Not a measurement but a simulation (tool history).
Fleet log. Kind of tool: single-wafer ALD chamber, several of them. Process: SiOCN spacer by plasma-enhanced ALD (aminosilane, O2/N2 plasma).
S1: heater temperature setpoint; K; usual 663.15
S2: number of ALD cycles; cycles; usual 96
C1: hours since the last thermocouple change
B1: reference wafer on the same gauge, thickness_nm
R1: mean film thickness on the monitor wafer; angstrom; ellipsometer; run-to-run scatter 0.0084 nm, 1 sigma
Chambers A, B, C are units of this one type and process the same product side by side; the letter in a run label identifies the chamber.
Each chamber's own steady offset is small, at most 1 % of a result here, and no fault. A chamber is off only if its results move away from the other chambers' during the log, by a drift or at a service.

run    day      S1   S2      C1      B1      R1
 1B  0.238  663.15   96   295.8  6.4207  58.108
 2C  0.408  663.15   96   987.2  6.4223  57.767
 3A  0.629  663.15   96   225.1  6.4227  57.760
 4A  0.908  663.15   96   231.8  6.4204  57.633
 5C  1.200  653.15   85  1006.2  6.4278  51.205
 6B  1.525  653.15   85   326.7  6.4266  51.769
 7B  1.783  653.15   85   332.9  6.4288  51.675
 8C  2.058  663.15   96  1026.8  6.4278  57.750
 9A  2.308  663.15   96   265.4  6.4309  57.793
10C  2.575  663.15   96  1039.2  6.4300  57.904
11B  2.825  663.15   96   357.9  6.4289  58.414
12A  3.062  663.15   96   283.5  6.4308  57.846
13B  3.233  663.15   96   367.7  6.4331  58.450
14C  3.396  663.15   96  1058.9  6.4351  57.789
15A  3.596  663.15   96   296.3  6.4359  58.084
16B  3.833  649.15  110   382.1  6.4350  66.829
17C  4.125  649.15  110  1076.4  6.4393  66.483
18A  4.446  649.15  110   316.7  6.4381  66.462
19A  4.758  663.15   96   324.2  6.4417  58.124
20B  4.921  663.15   96   408.2  6.4424  58.394
21C  5.096  663.15   96  1099.7  6.4406  58.006
22B  5.388  663.15   96   419.4  6.4419  58.661
23A  5.567  663.15   96   343.6  6.4455  57.897
24C  5.829  663.15   96  1117.3  6.4441  57.899
25A  6.038  663.15   96   354.9  6.4452  58.026
26B  6.308  663.15   96   441.5  6.4497  58.572
27C  6.500  663.15   96  1133.4  6.4515  57.863
28B  6.700  663.15   96   450.9  6.4511  58.629
29A  6.954  652.15   96   376.9  6.4507  58.117
30C  7.158  652.15   96  1149.2  6.4519  58.023
31A  7.475  652.15   96   389.4  6.4522  58.023
32C  7.800  663.15   96  1164.6  6.4521  57.975
33B  8.062  663.15   96   483.6  6.4516  58.610
34A  8.308  663.15   96   409.4  6.4566  58.016
35B  8.621  663.15   96   497.0  6.4602  58.663

Each of the 3 chambers runs these same settings next. Fill in every chamber's results:
36A  8.858  663.15  96           ?
36B  8.858  663.15  96           ?
36C  8.858  663.15  96           ?

run      R1
36A  58.054
36B  58.792
36C  58.109
